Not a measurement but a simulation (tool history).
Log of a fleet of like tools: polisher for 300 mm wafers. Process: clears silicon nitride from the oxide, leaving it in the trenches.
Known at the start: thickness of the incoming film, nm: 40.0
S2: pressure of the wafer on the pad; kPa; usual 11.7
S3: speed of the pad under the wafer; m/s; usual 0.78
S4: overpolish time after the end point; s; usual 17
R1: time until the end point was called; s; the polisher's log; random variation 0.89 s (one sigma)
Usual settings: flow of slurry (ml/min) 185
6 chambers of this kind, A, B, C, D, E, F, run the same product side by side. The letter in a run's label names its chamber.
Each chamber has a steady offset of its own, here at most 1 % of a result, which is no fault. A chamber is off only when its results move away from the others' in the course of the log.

-- hour=3.4 chamber C: worn pad replaced by a new one
run 1A hour=5.4 | flow_of_slurry_(ml/min)=185 S2=11.7 S3=0.78 S4=17 | R1=107.94
-- hour=7.1 chamber A: worn pad replaced by a new one
-- hour=8.2 chamber E: worn pad replaced by a new one
run 2D hour=10.2 | flow_of_slurry_(ml/min)=185 S2=11.7 S3=0.78 S4=17 | R1=111.21
-- hour=14.7 chamber F: worn pad replaced by a new one
run 3E hour=15.8 | flow_of_slurry_(ml/min)=185 S2=11.7 S3=0.78 S4=17 | R1=110.90
run 4C hour=21.5 | flow_of_slurry_(ml/min)=185 S2=11.7 S3=0.78 S4=17 | R1=109.88
run 5B hour=30.2 | flow_of_slurry_(ml/min)=185 S2=11.7 S3=0.78 S4=17 | R1=110.73
run 6F hour=34.7 | flow_of_slurry_(ml/min)=185 S2=11.7 S3=0.78 S4=17 | R1=110.05
run 7B hour=40.2 | flow_of_slurry_(ml/min)=185 S2=11.7 S3=0.78 S4=17 | R1=111.86
run 8F hour=46.5 | flow_of_slurry_(ml/min)=185 S2=11.7 S3=0.78 S4=17 | R1=110.84
-- hour=50.5 chamber B: worn pad replaced by a new one
run 9A hour=50.6 | flow_of_slurry_(ml/min)=185 S2=11.7 S3=0.78 S4=17 | R1=110.01
run 10C hour=56.8 | flow_of_slurry_(ml/min)=185 S2=11.7 S3=0.78 S4=17 | R1=110.32
run 11E hour=65.7 | flow_of_slurry_(ml/min)=185 S2=11.7 S3=0.78 S4=17 | R1=109.81
run 12D hour=70.2 | flow_of_slurry_(ml/min)=185 S2=11.7 S3=0.78 S4=17 | R1=110.02
-- hour=72.5 chamber C: slurry nozzle cleaned
-- hour=74.6 chamber C: worn pad replaced by a new one
-- hour=75.0 chamber D: worn pad replaced by a new one
run 13B hour=75.0 | flow_of_slurry_(ml/min)=185 S2=11.7 S3=0.78 S4=17 | R1=111.00
-- hour=79.0 chamber D: head pressure recalibrated
run 14E hour=80.9 | flow_of_slurry_(ml/min)=185 S2=11.7 S3=0.78 S4=17 | R1=110.08
-- hour=85.1 chamber C: head pressure recalibrated
run 15F hour=87.0 | flow_of_slurry_(ml/min)=185 S2=11.7 S3=0.78 S4=17 | R1=109.42
run 16A hour=94.7 | flow_of_slurry_(ml/min)=185 S2=11.7 S3=0.78 S4=17 | R1=109.99
-- hour=102.2 chamber A: worn pad replaced by a new one
run 17C hour=102.2 | flow_of_slurry_(ml/min)=185 S2=11.7 S3=0.78 S4=12 | R1=102.80
run 18D hour=110.7 | flow_of_slurry_(ml/min)=185 S2=11.7 S3=0.78 S4=12 | R1=111.29
-- hour=114.2 chamber F: worn pad replaced by a new one
run 19A hour=116.6 | flow_of_slurry_(ml/min)=185 S2=11.7 S3=0.78 S4=12 | R1=111.04
-- hour=118.5 chamber B: worn pad replaced by a new one
run 20C hour=124.9 | flow_of_slurry_(ml/min)=185 S2=11.7 S3=0.78 S4=12 | R1=103.23
run 21E hour=132.1 | flow_of_slurry_(ml/min)=185 S2=11.7 S3=0.78 S4=12 | R1=110.11
-- hour=132.7 chamber E: worn pad replaced by a new one
run 22D hour=137.3 | flow_of_slurry_(ml/min)=185 S2=11.7 S3=0.78 S4=12 | R1=110.46
run 23B hour=145.8 | flow_of_slurry_(ml/min)=185 S2=11.7 S3=0.78 S4=17 | R1=108.78
run 24F hour=153.6 | flow_of_slurry_(ml/min)=185 S2=11.7 S3=0.78 S4=17 | R1=111.06
-- hour=157.1 chamber C: worn pad replaced by a new one
run 25A hour=158.9 | flow_of_slurry_(ml/min)=185 S2=11.7 S3=0.78 S4=17 | R1=110.37
run 26D hour=166.1 | flow_of_slurry_(ml/min)=185 S2=11.7 S3=0.78 S4=17 | R1=109.13
-- hour=171.4 chamber D: worn pad replaced by a new one
run 27B hour=171.8 | flow_of_slurry_(ml/min)=185 S2=9.7 S3=0.78 S4=23 | R1=134.85
run 28F hour=179.0 | flow_of_slurry_(ml/min)=185 S2=9.7 S3=0.78 S4=23 | R1=133.83
-- hour=187.3 chamber A: worn pad replaced by a new one
run 29C hour=187.8 | flow_of_slurry_(ml/min)=185 S2=9.7 S3=0.78 S4=23 | R1=125.60
-- hour=195.6 chamber B: worn pad replaced by a new one
run 30E hour=196.3 | flow_of_slurry_(ml/min)=185 S2=9.7 S3=0.78 S4=23 | R1=135.15
run 31B hour=205.0 | flow_of_slurry_(ml/min)=185 S2=9.7 S3=0.78 S4=23 | R1=134.01
run 32F hour=213.8 | flow_of_slurry_(ml/min)=185 S2=9.7 S3=0.78 S4=23 | R1=135.42
run 33E hour=221.9 | flow_of_slurry_(ml/min)=185 S2=11.7 S3=0.78 S4=17 | R1=110.68
run 34D hour=226.2 | flow_of_slurry_(ml/min)=185 S2=11.7 S3=0.78 S4=17 | R1=109.77
-- hour=228.7 chamber C: worn pad replaced by a new one
-- hour=229.1 chamber D: slurry nozzle cleaned
run 35A hour=232.3 | flow_of_slurry_(ml/min)=185 S2=11.7 S3=0.78 S4=17 | R1=110.60
run 36C hour=236.8 | flow_of_slurry_(ml/min)=185 S2=11.7 S3=0.78 S4=17 | R1=103.14
run 37D hour=245.7 | flow_of_slurry_(ml/min)=185 S2=11.7 S3=0.78 S4=17 | R1=111.34

Is one chamber off against the others, does the gauge drift, or is nothing wrong? If a chamber is off, say which, and what the likeliest cause is.

A service left chamber C off against the others.
Cause: head's pressure above its setpoint, % = 6.28.

Here are 4 candidates for chamber C's next run, each the usual settings with a change, their results left as question marks. Which one brings its results back in line with what the others give on the usual settings?
In line means no further than this from the other chambers' mean on the usual settings: R1 3.100 s
run 38C-1 hour=252.4 | flow_of_slurry_(ml/min)=185 S2=11.7 S3=0.70 S4=17 | R1=?
run 38C-2 hour=252.4 | flow_of_slurry_(ml/min)=130 S2=11.7 S3=0.78 S4=17 | R1=?
run 38C-3 hour=252.4 | flow_of_slurry_(ml/min)=185 S2=11.7 S3=0.88 S4=17 | R1=?
run 38C-4 hour=252.4 | flow_of_slurry_(ml/min)=185 S2=11.7 S3=0.84 S4=17 | R1=?

The other chambers' mean on the usual settings: R1 110.260 s
run=38C-1 R1=114.900
run=38C-2 R1=109.440
run=38C-3 R1=91.583
run=38C-4 R1=95.909
38C-2 brings the chamber back in line.
